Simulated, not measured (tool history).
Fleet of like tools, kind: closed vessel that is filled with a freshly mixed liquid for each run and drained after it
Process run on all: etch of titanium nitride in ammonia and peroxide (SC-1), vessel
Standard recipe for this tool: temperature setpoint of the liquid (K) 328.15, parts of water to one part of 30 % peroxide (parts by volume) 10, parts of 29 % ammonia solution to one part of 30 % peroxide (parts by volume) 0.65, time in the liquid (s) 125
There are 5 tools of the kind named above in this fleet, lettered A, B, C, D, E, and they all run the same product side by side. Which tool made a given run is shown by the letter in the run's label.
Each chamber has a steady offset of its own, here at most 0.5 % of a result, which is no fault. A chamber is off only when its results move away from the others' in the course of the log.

run   hour  temperature setpoint of the liquid (K)  parts of water to one part of 30 % peroxide (parts by volume)  parts of 29 % ammonia solution to one part of 30 % peroxide (parts by volume)  time in the liquid (s)  read-back film thickness of the titanium nitride reference wafer, read on the same gauge (nm)  thickness taken off the titanium nitride on a monitor wafer (nm)
 1A   10.1                                  328.15                                                             10                                                                           0.65                     125                                                                                        100.000                                                            8.5553
 2B   19.0                                  328.15                                                             10                                                                           0.65                     125                                                                                         99.978                                                            8.3653
 3C   30.7                                  328.15                                                             10                                                                           0.65                     125                                                                                        100.010                                                            8.3670
 4E   36.9                                  328.15                                                             10                                                                           0.65                     125                                                                                         99.990                                                            8.3830
 5D   42.9                                  328.15                                                             10                                                                           0.65                     125                                                                                         99.957                                                            8.5065
 6C   55.2                                  328.15                                                             10                                                                           0.65                     125                                                                                        100.020                                                            8.5117
      56.8  -- chamber D: ammonia flow meter replaced
 7B   65.9                                  328.15                                                             10                                                                           0.65                     125                                                                                        100.000                                                            8.4006
 8A   74.3                                  328.15                                                             10                                                                           0.65                     125                                                                                         99.995                                                            8.5403
 9E   85.0                                  328.15                                                             10                                                                           0.65                     125                                                                                        100.040                                                            8.2979
10D   92.8                                  328.15                                                             10                                                                           0.65                     125                                                                                        100.020                                                            8.4268
11B  102.0                                  328.15                                                             10                                                                           0.65                     125                                                                                        100.040                                                            8.5601
12A  111.3                                  328.15                                                             10                                                                           0.65                     180                                                                                        100.050                                                           12.1960
13D  121.4                                  328.15                                                             10                                                                           0.65                     180                                                                                        100.030                                                           12.2020
14C  131.3                                  328.15                                                             10                                                                           0.65                     180                                                                                         99.974                                                           12.1200
     131.9  -- chamber D: new drum of ammonia solution connected
15E  139.1                                  328.15                                                             10                                                                           0.65                     180                                                                                         99.981                                                           12.2120
16A  151.9                                  328.15                                                             10                                                                           0.65                     180                                                                                        100.000                                                           12.3600
     152.1  -- chamber A: new drum of ammonia solution connected
17E  162.0                                  328.15                                                             10                                                                           0.65                     155                                                                                        100.000                                                           10.6330
18D  170.5                                  328.15                                                             10                                                                           0.65                     155                                                                                         99.998                                                           10.5690
19C  182.8                                  328.15                                                             10                                                                           0.65                     155                                                                                        100.030                                                           10.4570
20B  191.1                                  328.15                                                             10                                                                           0.65                     155                                                                                        100.000                                                           10.4960
21C  200.2                                  328.15                                                             10                                                                           0.65                     155                                                                                        100.040                                                           10.5200
22E  210.4                                  328.15                                                             10                                                                           0.65                     125                                                                                         99.976                                                            8.4417
23D  222.8                                  328.15                                                             10                                                                           0.65                     125                                                                                        100.000                                                            8.3964
     224.4  -- chamber A: thermometer replaced
24B  229.5                                  328.15                                                             10                                                                           0.65                     125                                                                                         99.992                                                            8.5118
     234.3  -- chamber E: new drum of ammonia solution connected
25A  238.8                                  328.15                                                              8                                                                           0.45                     125                                                                                         99.956                                                            8.9618
26B  250.0                                  328.15                                                              8                                                                           0.45                     125                                                                                        100.020                                                            8.8367
     250.1  -- chamber C: new drum of ammonia solution connected
27D  258.3                                  328.15                                                              8                                                                           0.45                     125                                                                                         99.984                                                            8.8139
28E  264.4                                  328.15                                                              8                                                                           0.45                     125                                                                                         99.991                                                            8.9253
29C  277.7                                  328.15                                                              8                                                                           0.45                     125                                                                                        100.020                                                            8.9458
30A  286.1                                  328.15                                                             10                                                                           0.65                     125                                                                                         99.985                                                            8.5681
31B  293.6                                  328.15                                                             10                                                                           0.65                     125                                                                                         99.996                                                            8.3751
32D  301.6                                  328.15                                                             10                                                                           0.65                     125                                                                                         99.994                                                            8.4033
33E  308.5                                  328.15                                                             10                                                                           0.65                     125                                                                                         99.978                                                            8.4321

All 5 chambers run these settings next. Forecast each chamber's results:
34A  318.4                                  328.15                                                             10                                                                           0.65                      90                                                                                                                                                                ?
34B  318.4                                  328.15                                                             10                                                                           0.65                      90                                                                                                                                                                ?
34C  318.4                                  328.15                                                             10                                                                           0.65                      90                                                                                                                                                                ?
34D  318.4                                  328.15                                                             10                                                                           0.65                      90                                                                                                                                                                ?
34E  318.4                                  328.15                                                             10                                                                           0.65                      90                                                                                                                                                                ?

run  thickness taken off the titanium nitride on a monitor wafer (nm)
34A                                                            6.1204
34B                                                            6.0917
34C                                                            6.1340
34D                                                            6.0896
34E                                                            6.0846
